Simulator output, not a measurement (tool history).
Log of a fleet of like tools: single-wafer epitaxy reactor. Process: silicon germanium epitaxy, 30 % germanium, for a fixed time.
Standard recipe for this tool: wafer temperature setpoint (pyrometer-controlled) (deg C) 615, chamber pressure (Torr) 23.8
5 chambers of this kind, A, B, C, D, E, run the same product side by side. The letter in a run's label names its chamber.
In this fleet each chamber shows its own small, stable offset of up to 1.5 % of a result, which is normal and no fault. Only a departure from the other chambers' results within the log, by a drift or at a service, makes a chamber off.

run,hour,wafer temperature setpoint (pyrometer-controlled) (deg C),chamber pressure (Torr),"read-back reference wafer on the same gauge, thickness_nm",mean film thickness on the monitor wafer (Å)
1C,7.8,615,23.8,95.479,831.39
2D,20.2,615,23.8,95.53,822.09
3A,33.3,615,23.8,95.529,824.11
4B,39.7,615,23.8,95.504,833.72
5E,48.7,615,23.8,95.558,825
6A,62.1,615,23.8,95.507,822.32
7C,73.7,615,23.8,95.557,827.15
8B,82.9,615,23.8,95.524,831.6
9D,89.2,615,23.8,95.55,820.85
10E,102.5,615,23.8,95.472,817.13
11D,116.4,615,23.8,95.485,820.03
12B,125.2,615,23.8,95.48,836.77
13C,139.4,625,26.1,95.443,1013.1
14E,146.4,625,26.1,95.443,1017.5
15A,158.8,625,26.1,95.474,1031
16E,173.2,625,26.1,95.542,1020.7
17A,186.3,625,26.1,95.493,1024.6
18C,196.2,615,23.8,95.485,813.13
19B,204.5,615,23.8,95.429,835.45
20D,214.4,615,23.8,95.467,818.59
# hour 221.9: chamber A: pyrometer calibrated
21D,225.5,615,23.8,95.463,825.18
22E,232,606,21.3,95.509,667.38
# hour 237.6: chamber B: capacitance manometer re-zeroed and calibrated
23C,242.9,606,21.3,95.477,665.02
24A,250.6,606,21.3,95.523,669.64
25B,260,606,21.3,95.481,677.88
26E,266.7,606,21.3,95.573,667.46
27B,273.5,615,23.8,95.528,831.3
28A,285.9,615,23.8,95.516,820.08
29C,294.2,615,23.8,95.521,810.56
30D,305.7,615,23.8,95.475,823.9
31B,312.8,615,23.8,95.432,833.29
32E,321,615,23.8,95.413,821.73
33D,328.5,615,23.8,95.612,818.33
34C,338.4,615,23.8,95.486,804
35A,352,615,23.8,95.487,825.26
36E,362.1,615,23.8,95.584,819.92
37B,374,615,23.8,95.531,832.23
38C,381,615,23.8,95.41,802.99

Which is it: a chamber that has drifted or been left off by a service, a gauge drift common to all chambers, or only each chamber's usual small offset? If a chamber is off, name it and its likeliest cause.

One chamber, C, drifts off from the rest bit by bit.
Cause: true pressure below the setpoint (%) = 8.23.
With only this log, it may be confused with: wafer temperature below the value expected at the setpoint (K).

Which of the 4 candidates below, each the usual settings with something changed and its results left as question marks, puts chamber C back in line with what the other chambers give on the usual settings?
In line means no further than this from the other chambers' mean on the usual settings: mean film thickness on the monitor wafer (Å) 11
39C-1,391.4,615,25.7,,?
39C-2,391.4,615,23.3,,?
39C-3,391.4,613,23.8,,?
39C-4,391.4,615,24.3,,?

The mean the other chambers reach with the usual settings: mean film thickness on the monitor wafer (Å) 825.63
run,mean film thickness on the monitor wafer (Å)
39C-1,824.75
39C-2,793.67
39C-3,772.61
39C-4,806.84
With 39C-1, the chamber falls back in line with the rest.
